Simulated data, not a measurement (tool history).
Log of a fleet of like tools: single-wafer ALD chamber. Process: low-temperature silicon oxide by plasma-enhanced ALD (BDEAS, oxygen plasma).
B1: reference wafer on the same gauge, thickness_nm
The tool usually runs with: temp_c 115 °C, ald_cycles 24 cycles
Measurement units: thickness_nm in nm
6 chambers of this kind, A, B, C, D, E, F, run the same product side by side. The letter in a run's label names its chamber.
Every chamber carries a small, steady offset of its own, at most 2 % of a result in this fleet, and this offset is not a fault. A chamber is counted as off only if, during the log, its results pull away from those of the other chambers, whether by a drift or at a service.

Run 1B, hour 8.0: usual settings; B1 3.6902. Result: thickness_nm 3.3501 nm.
Run 2E, hour 18.8: usual settings; B1 3.6911. Result: thickness_nm 3.3465 nm.
Run 3D, hour 28.3: usual settings; B1 3.6920. Result: thickness_nm 3.3883 nm.
Run 4F, hour 39.3: usual settings; B1 3.6926. Result: thickness_nm 3.3359 nm.
Run 5A, hour 47.2: usual settings; B1 3.6932. Result: thickness_nm 3.3108 nm.
Run 6C, hour 52.3: usual settings but ald_cycles 28 cycles; B1 3.6923. Result: thickness_nm 3.9642 nm.
At hour 55.5: chamber A: thermocouple changed; heater temperature recalibrated.
Run 7C, hour 63.3: usual settings but ald_cycles 28 cycles; B1 3.6932. Result: thickness_nm 3.9600 nm.
Run 8A, hour 70.8: usual settings but ald_cycles 28 cycles; B1 3.6941. Result: thickness_nm 3.8679 nm.
Run 9E, hour 78.3: usual settings but ald_cycles 28 cycles; B1 3.6938. Result: thickness_nm 3.9065 nm.
Run 10F, hour 88.8: usual settings but ald_cycles 28 cycles; B1 3.6949. Result: thickness_nm 3.8820 nm.
Run 11D, hour 95.7: usual settings but ald_cycles 28 cycles; B1 3.6948. Result: thickness_nm 3.9523 nm.
Run 12B, hour 106.5: usual settings; B1 3.6951. Result: thickness_nm 3.3536 nm.
Run 13E, hour 117.6: usual settings; B1 3.6962. Result: thickness_nm 3.3593 nm.
Run 14C, hour 123.2: usual settings; B1 3.6947. Result: thickness_nm 3.4044 nm.
Run 15D, hour 133.0: usual settings; B1 3.6979. Result: thickness_nm 3.3849 nm.
Run 16F, hour 141.0: usual settings; B1 3.6963. Result: thickness_nm 3.3413 nm.
Run 17B, hour 146.1: usual settings; B1 3.6975. Result: thickness_nm 3.3616 nm.
Run 18A, hour 155.0: usual settings; B1 3.6970. Result: thickness_nm 3.3214 nm.
Run 19E, hour 160.5: usual settings; B1 3.6991. Result: thickness_nm 3.3479 nm.
Run 20F, hour 166.6: usual settings; B1 3.6978. Result: thickness_nm 3.3357 nm.
Run 21C, hour 175.8: usual settings; B1 3.6979. Result: thickness_nm 3.4060 nm.
Run 22B, hour 186.1: usual settings; B1 3.7005. Result: thickness_nm 3.3593 nm.
Run 23D, hour 191.3: usual settings; B1 3.7002. Result: thickness_nm 3.3928 nm.
Run 24A, hour 201.5: usual settings; B1 3.7014. Result: thickness_nm 3.3213 nm.
Run 25E, hour 211.4: usual settings; B1 3.7014. Result: thickness_nm 3.3533 nm.
Run 26F, hour 221.9: usual settings; B1 3.7019. Result: thickness_nm 3.3380 nm.
Run 27B, hour 227.6: usual settings; B1 3.7024. Result: thickness_nm 3.3555 nm.
Run 28D, hour 237.0: usual settings; B1 3.7033. Result: thickness_nm 3.3975 nm.
Run 29A, hour 248.3: usual settings; B1 3.7038. Result: thickness_nm 3.3238 nm.
Run 30C, hour 257.6: usual settings; B1 3.7031. Result: thickness_nm 3.4083 nm.
Run 31A, hour 266.0: usual settings but temp_c 125 °C, ald_cycles 20 cycles; B1 3.7029. Result: thickness_nm 2.7256 nm.
Run 32E, hour 274.8: usual settings but temp_c 125 °C, ald_cycles 20 cycles; B1 3.7042. Result: thickness_nm 2.7497 nm.
Run 33B, hour 283.4: usual settings but temp_c 125 °C, ald_cycles 20 cycles; B1 3.7058. Result: thickness_nm 2.7449 nm.
Run 34D, hour 291.2: usual settings but temp_c 125 °C, ald_cycles 20 cycles; B1 3.7053. Result: thickness_nm 2.7837 nm.
Run 35C, hour 296.2: usual settings but temp_c 125 °C, ald_cycles 20 cycles; B1 3.7052. Result: thickness_nm 2.7918 nm.
Run 36F, hour 302.0: usual settings but temp_c 125 °C, ald_cycles 20 cycles; B1 3.7065. Result: thickness_nm 2.7343 nm.
Run 37C, hour 313.1: usual settings but ald_cycles 29 cycles; B1 3.7067. Result: thickness_nm 4.1188 nm.

Is one chamber out of step, is the gauge drifting, or do the chambers differ by no more than their own small offsets? For an off chamber, give its letter and the likeliest cause.

Gauge drift. The chambers move together only on paper, and none stands off.
Cause: gauge reads high (%) = 0.458.

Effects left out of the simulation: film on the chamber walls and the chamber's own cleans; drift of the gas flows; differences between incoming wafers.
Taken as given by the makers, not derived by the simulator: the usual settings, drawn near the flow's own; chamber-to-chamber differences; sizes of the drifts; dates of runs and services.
